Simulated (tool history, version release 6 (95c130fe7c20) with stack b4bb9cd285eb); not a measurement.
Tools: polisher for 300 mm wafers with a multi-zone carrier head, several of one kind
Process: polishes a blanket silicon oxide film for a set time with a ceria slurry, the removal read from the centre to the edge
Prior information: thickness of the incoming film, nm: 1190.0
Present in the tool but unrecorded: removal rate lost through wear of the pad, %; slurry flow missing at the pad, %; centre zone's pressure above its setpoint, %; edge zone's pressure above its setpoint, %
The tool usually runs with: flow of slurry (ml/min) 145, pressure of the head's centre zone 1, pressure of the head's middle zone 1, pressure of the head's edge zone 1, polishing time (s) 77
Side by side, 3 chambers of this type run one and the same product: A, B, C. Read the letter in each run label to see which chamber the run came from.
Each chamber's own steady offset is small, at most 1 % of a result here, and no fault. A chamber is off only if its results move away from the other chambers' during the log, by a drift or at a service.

run   hour  flow of slurry (ml/min)  pressure of the head's centre zone  pressure of the head's middle zone  pressure of the head's edge zone  polishing time (s)  wafers polished on this pad  hours since the slurry nozzle was cleaned  hours since the centre zone pressure was calibrated  hours since the edge zone pressure was calibrated  film removed at the wafer's centre (angstrom)  film removed at mid-radius (angstrom)  film removed at the wafer's edge (angstrom)
 1C    7.8                      145                                   1                                   1                                 1                  77                          566                                      590.5                                                137.6                                              574.4                                         4802.5                                 4913.6                                       4998.7
 2B   16.3                      145                                   1                                   1                                 1                  77                          327                                      320.1                                                280.7                                                124                                         4800.1                                 4786.6                                       4853.1
 3A   23.6                      145                                   1                                   1                                 1                  77                          503                                      175.1                                                977.9                                              471.3                                         4949.9                                 4956.7                                       4900.8
      34.3  -- chamber B: slurry nozzle cleaned
        35  -- chamber C: edge zone pressure recalibrated
 4A   37.8                      145                                   1                                   1                                 1                  77                          692                                      189.3                                                992.1                                              485.5                                         4815.4                                 4988.2                                       4905.1
      50.7  -- chamber C: worn pad replaced by a new one
 5C   52.4                      145                                   1                                0.94                                 1                  94                           23                                      635.1                                                182.2                                               17.5                                         5987.7                                 5711.5                                       5747.5
      60.5  -- chamber B: worn pad replaced by a new one
 6B   61.4                      145                                   1                                0.94                                 1                  94                           12                                       27.2                                                325.8                                              169.1                                         5864.1                                 5704.2                                       6021.9
      69.5  -- chamber A: worn pad replaced by a new one
 7A   72.1                      145                                   1                                0.94                                 1                  94                           35                                      223.6                                               1026.4                                              519.8                                         5942.7                                 5621.4                                       5974.7
 8B   82.7                      145                                   1                                   1                                 1                  77                          295                                       48.5                                                347.1                                              190.4                                         4901.7                                 4827.5                                       4858.8
 9C   95.8                      145                                   1                                   1                                 1                  77                          601                                      678.5                                                225.6                                               60.9                                         4826.5                                 4984.2                                       4728.4
10B  103.9                      145                                   1                                   1                                 1                  77                          577                                       69.7                                                368.3                                              211.6                                         4789.7                                   4852                                       5044.4
11C  111.2                      145                                   1                                   1                                 1                  77                          806                                      693.9                                                  241                                               76.3                                         4899.1                                 4983.4                                       4817.8
     120.3  -- chamber C: worn pad replaced by a new one
12A  120.6                      145                                   1                                   1                                 1                  77                          680                                      272.1                                               1074.9                                              568.3                                           4778                                 4950.9                                       4941.7
13C  135.1                      145                                   1                                   1                                 1                  77                          197                                      717.8                                                264.9                                              100.2                                         4827.9                                 4939.6                                       4937.1
     140.7  -- chamber B: worn pad replaced by a new one
14A  147.1                      145                                   1                                   1                                 1                  77                         1033                                      298.6                                               1101.4                                              594.8                                         4934.5                                 4886.5                                       4844.6
15B  159.9                      145                                   1                                   1                                 1                  77                          256                                      125.7                                                424.3                                              267.6                                         4888.7                                 4893.7                                       4882.3
     162.3  -- chamber A: worn pad replaced by a new one
16B  166.4                      145                                   1                                   1                                 1                  77                          343                                      132.2                                                430.8                                              274.1                                         4725.1                                 4847.8                                       4830.9
17A  174.2                      145                                   1                                   1                                 1                  77                          158                                      325.7                                               1128.5                                              621.9                                         4951.4                                 4819.2                                       4832.4
18C  188.8                      145                                   1                                1.08                                 1                  77                          912                                      771.5                                                318.6                                              153.9                                         4719.9                                 5247.5                                       4714.1
     195.3  -- chamber C: worn pad replaced by a new one
19A  195.4                      145                                   1                                1.08                                 1                  77                          440                                      346.9                                               1149.7                                              643.1                                         4941.8                                 5136.1                                       4992.6
20C  209.8                      145                                   1                                1.08                                 1                  77                          194                                      792.5                                                339.6                                              174.9                                         4894.6                                 5160.1                                       4825.3
     209.9  -- chamber B: worn pad replaced by a new one
21B  222.9                      145                                   1                                   1                                 1                  77                          174                                      188.7                                                487.3                                              330.6                                         4890.8                                 4849.4                                       4819.4
22B  233.7                      145                                   1                                   1                                 1                  77                          317                                      199.5                                                498.1                                              341.4                                         4878.5                                 4905.2                                         4913
23A  244.1                      145                                   1                                   1                                 1                  77                         1089                                      395.6                                               1198.4                                              691.8                                         4780.1                                 4906.3                                       4849.4
     244.9  -- chamber A: centre zone pressure recalibrated
     245.8  -- chamber A: worn pad replaced by a new one
24C  252.8                      145                                1.06                                   1                              0.95                  77                          766                                      835.5                                                382.6                                              217.9                                         4901.2                                 4756.6                                       4640.9
25A  261.2                      145                                1.06                                   1                              0.95                  77                          206                                      412.7                                                 16.4                                              708.9                                         5236.2                                 4863.7                                       4707.1
26C    268                      145                                1.06                                   1                              0.95                  77                          968                                      850.7                                                397.8                                              233.1                                         5142.5                                 4683.7                                       4635.4
     274.9  -- chamber C: worn pad replaced by a new one
27B  282.8                      125                                   1                                   1                              0.89                  77                          971                                      248.6                                                547.2                                              390.5                                           4664                                 4676.1                                         4549
     289.8  -- chamber B: worn pad replaced by a new one
28A  292.8                      125                                   1                                   1                              0.89                  77                          626                                      444.3                                                   48                                              740.5                                           4763                                 4734.3                                       4445.1
29B  306.2                      125                                   1                                   1                              0.89                  77                          219                                        272                                                570.6                                              413.9                                           4575                                 4658.9                                       4545.8
     315.4  -- chamber A: slurry nozzle cleaned
30C  315.5                      145                                   1                                   1                                 1                  77                          541                                      898.2                                                445.3                                              280.6                                         4522.9                                   4577                                       4735.5
     329.3  -- chamber B: slurry nozzle cleaned
31A  330.4                      145                                   1                                   1                                 1                  77                         1127                                       15.1                                                 85.6                                              778.1                                         4858.7                                 4855.5                                         4993
32B  337.5                      145                                   1                                   1                                 1                  77                          635                                        8.2                                                601.9                                              445.2                                         4835.7                                 4925.1                                       4906.8
33C  349.3                      145                                   1                                   1                                 1                  77                          991                                        932                                                479.1                                              314.4                                         4477.6                                 4525.9                                       4445.9
34B  358.3                      145                                   1                                   1                                 1                  77                          912                                         29                                                622.7                                                466                                         4823.3                                 4900.4                                       4993.9

One chamber off, gauge drift, or nothing amiss beyond the chambers' own small offsets? If it is a chamber, which one, and what is the likeliest cause?

One chamber, C, drifts off from the rest bit by bit.
Most likely cause: slurry flow missing at the pad, % = 30.6.

Here are 4 candidates for chamber C's next run, each the usual settings with a change, their results left as question marks. Which one brings its results back in line with what the others give on the usual settings?
Maximum distance from the other chambers' mean on the usual settings for a result to count as in line: film removed at the wafer's centre (angstrom) 220; film removed at mid-radius (angstrom) 170; film removed at the wafer's edge (angstrom) 240
35C-1   369                      145                                   1                                   1                                 1                  78                                                                                                                                                                                                                              ?                                      ?                                            ?
35C-2   369                      140                                0.98                                0.99                              1.01                  72                                                                                                                                                                                                                              ?                                      ?                                            ?
35C-3   369                      150                                1.02                                1.01                              0.99                  82                                                                                                                                                                                                                              ?                                      ?                                            ?
35C-4   369                      145                                   1                                   1                                 1                  76                                                                                                                                                                                                                              ?                                      ?                                            ?

Mean of the other chambers on the usual settings: film removed at the wafer's centre (angstrom) 4861.3; film removed at mid-radius (angstrom) 4877; film removed at the wafer's edge (angstrom) 4882.1
  run  film removed at the wafer's centre (angstrom)  film removed at mid-radius (angstrom)  film removed at the wafer's edge (angstrom)
35C-1                                         4471.2                                 4594.4                                       4698.6
35C-2                                         3989.2                                 4160.3                                       4330.6
35C-3                                           4857                                 4920.1                                       4944.8
35C-4                                         4356.5                                 4476.6                                       4578.1
35C-3 is the one that brings the chamber's results back in line with the other chambers.
